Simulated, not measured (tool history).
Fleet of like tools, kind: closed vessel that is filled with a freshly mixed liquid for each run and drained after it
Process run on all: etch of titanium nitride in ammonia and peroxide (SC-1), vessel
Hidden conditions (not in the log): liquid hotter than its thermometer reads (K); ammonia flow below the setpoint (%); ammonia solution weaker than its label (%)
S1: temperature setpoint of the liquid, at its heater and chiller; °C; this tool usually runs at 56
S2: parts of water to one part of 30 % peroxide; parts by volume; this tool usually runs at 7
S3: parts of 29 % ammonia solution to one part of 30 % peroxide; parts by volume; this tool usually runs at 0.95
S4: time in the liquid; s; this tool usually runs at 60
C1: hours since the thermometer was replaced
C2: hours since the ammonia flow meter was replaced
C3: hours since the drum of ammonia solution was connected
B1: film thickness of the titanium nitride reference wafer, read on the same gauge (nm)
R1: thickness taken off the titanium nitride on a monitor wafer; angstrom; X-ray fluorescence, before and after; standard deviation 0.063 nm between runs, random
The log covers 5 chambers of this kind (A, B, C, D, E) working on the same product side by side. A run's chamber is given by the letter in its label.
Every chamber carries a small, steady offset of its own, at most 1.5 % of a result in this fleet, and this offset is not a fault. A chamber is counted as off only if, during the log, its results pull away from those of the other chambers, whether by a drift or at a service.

run,day,S1,S2,S3,S4,C1,C2,C3,B1,R1
1C,0.350,56,7,0.95,60,1153.0,798.6,81.1,120.02,86.052
2A,0.588,56,7,0.95,60,230.7,720.2,392.0,119.99,85.465
3B,0.871,56,7,0.95,60,1192.7,781.8,885.6,119.96,86.407
4D,1.346,56,7,0.95,60,137.8,747.0,695.1,120.02,85.889
5E,1.771,56,7,0.95,60,1403.6,613.4,557.5,119.99,86.038
6C,2.146,56,7,0.95,60,1196.1,841.7,124.2,119.99,84.543
7B,2.467,56,7,0.95,60,1231.0,820.1,923.9,119.97,85.073
8A,2.858,56,7,0.95,60,285.2,774.7,446.5,120.01,83.818
9D,3.296,56,7,0.95,60,184.6,793.8,741.9,120.04,86.255
10E,3.562,56,7,0.95,60,1446.6,656.4,600.5,119.99,84.547
11D,3.792,56,7,0.95,60,196.5,805.7,753.8,120.01,87.121
12C,4.158,56,7,0.95,60,1244.4,890.0,172.5,119.98,83.871
13B,4.404,56,7,0.95,60,1277.5,866.6,970.4,120.01,85.886
14A,4.879,56,7,0.95,60,333.7,823.2,495.0,120.00,84.939
15E,5.288,56,7,0.65,60,1488.0,697.8,641.9,119.99,80.253
16D,5.746,56,7,0.65,60,243.4,852.6,800.7,120.01,82.913
17C,6.079,56,7,0.65,60,1290.5,936.1,218.6,120.00,81.230
18B,6.467,56,7,0.65,60,1327.0,916.1,1019.9,120.00,80.919
19E,6.854,56,7,0.65,60,1525.6,735.4,679.5,119.98,80.450
20A,7.171,56,7,0.65,60,388.7,878.2,550.0,119.99,80.765
21A,7.504,56,7,0.65,60,396.7,886.2,558.0,119.98,79.930
22C,7.967,56,7,0.65,60,1335.8,981.4,263.9,119.97,80.570
# day 8.008: chamber B: thermometer replaced
23D,8.400,56,7,0.65,60,307.1,916.3,864.4,119.99,82.031
24E,8.875,56,7,0.65,60,1574.1,783.9,728.0,119.98,81.079
25B,9.296,56,7,0.95,60,30.9,984.0,1087.8,119.97,86.655
# day 9.529: chamber B: new drum of ammonia solution connected
26E,9.688,56,9,0.75,60,1593.6,803.4,747.5,120.01,73.407
27B,10.167,56,9,0.75,60,51.8,1004.9,15.4,119.98,74.862
28D,10.533,56,9,0.75,60,358.3,967.5,915.6,120.00,72.753
29C,10.988,56,9,0.75,60,1408.3,1053.9,336.4,120.00,71.608
30A,11.275,56,9,0.75,60,487.2,976.7,648.5,119.98,73.758
31B,11.488,56,7,0.95,60,83.5,1036.6,47.1,120.00,85.577

Decide between three cases: one chamber stands off from its peers, the gauge reading all wafers drifts, or nothing is wrong past each chamber's small offset. Where a chamber is off, say which and what most likely put it there.

The fleet is healthy, with each chamber sitting at its usual small offset and no drift in the gauge.

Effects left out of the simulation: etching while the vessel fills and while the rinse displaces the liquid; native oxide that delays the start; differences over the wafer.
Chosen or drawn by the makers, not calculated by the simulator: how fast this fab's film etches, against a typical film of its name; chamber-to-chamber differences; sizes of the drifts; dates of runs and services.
